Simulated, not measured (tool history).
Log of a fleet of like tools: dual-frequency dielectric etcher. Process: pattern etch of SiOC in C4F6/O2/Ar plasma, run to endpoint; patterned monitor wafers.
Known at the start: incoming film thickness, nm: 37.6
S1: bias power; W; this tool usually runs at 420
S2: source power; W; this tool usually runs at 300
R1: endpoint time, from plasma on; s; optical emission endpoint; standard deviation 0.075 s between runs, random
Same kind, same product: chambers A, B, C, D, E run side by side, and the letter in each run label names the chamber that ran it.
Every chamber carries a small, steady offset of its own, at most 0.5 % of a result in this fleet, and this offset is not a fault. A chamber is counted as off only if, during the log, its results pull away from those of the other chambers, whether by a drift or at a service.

Run 1E, day 0.375: usual settings. Result: R1 15.066 s.
Run 2D, day 0.783: usual settings. Result: R1 14.969 s.
Run 3C, day 1.175: usual settings. Result: R1 14.994 s.
Run 4B, day 1.558: usual settings. Result: R1 15.061 s.
Run 5A, day 1.904: usual settings. Result: R1 14.997 s.
At day 1.908: chamber A: source power generator calibrated.
Run 6E, day 2.321: usual settings but S2 370 W. Result: R1 13.847 s.
Run 7D, day 2.696: usual settings but S2 370 W. Result: R1 13.929 s.
Run 8A, day 2.996: usual settings but S2 370 W. Result: R1 13.896 s.
Run 9B, day 3.567: usual settings but S2 370 W. Result: R1 13.939 s.
At day 3.612: chamber E: wet clean of the chamber.
Run 10C, day 3.871: usual settings but S2 370 W. Result: R1 13.992 s.
Run 11A, day 4.238: usual settings. Result: R1 15.202 s.
Run 12C, day 4.525: usual settings but S1 517 W, S2 360 W. Result: R1 12.996 s.
Run 13D, day 5.038: usual settings but S1 517 W, S2 360 W. Result: R1 13.035 s.
Run 14B, day 5.608: usual settings but S1 517 W, S2 360 W. Result: R1 13.034 s.
Run 15E, day 5.867: usual settings but S1 517 W, S2 360 W. Result: R1 12.955 s.
Run 16D, day 6.404: usual settings but S1 517 W, S2 360 W. Result: R1 12.972 s.
Run 17E, day 6.967: usual settings but S1 511 W. Result: R1 14.030 s.
Run 18C, day 7.504: usual settings but S1 511 W. Result: R1 13.981 s.
Run 19A, day 7.942: usual settings but S1 511 W. Result: R1 13.942 s.
At day 8.188: chamber C: wet clean of the chamber.
Run 20B, day 8.371: usual settings but S1 511 W. Result: R1 13.988 s.
Run 21C, day 8.942: usual settings but S1 511 W. Result: R1 13.887 s.
Run 22E, day 9.404: usual settings. Result: R1 15.086 s.
Run 23B, day 9.862: usual settings. Result: R1 15.135 s.
At day 10.046: chamber A: bias power generator calibrated.
Run 24A, day 10.221: usual settings. Result: R1 15.065 s.
Run 25D, day 10.533: usual settings. Result: R1 14.991 s.
At day 10.675: chamber D: wet clean of the chamber.
Run 26C, day 10.900: usual settings. Result: R1 14.826 s.
Run 27D, day 11.271: usual settings. Result: R1 14.921 s.
Run 28A, day 11.792: usual settings. Result: R1 15.091 s.
Run 29B, day 12.371: usual settings. Result: R1 14.985 s.
Run 30E, day 12.750: usual settings. Result: R1 14.949 s.
Run 31E, day 13.162: usual settings. Result: R1 15.143 s.

Decide between three cases: one chamber stands off from its peers, the gauge reading all wafers drifts, or nothing is wrong past each chamber's small offset. Where a chamber is off, say which and what most likely put it there.

No chamber stands off beyond its own small offset, and the gauge holds steady.
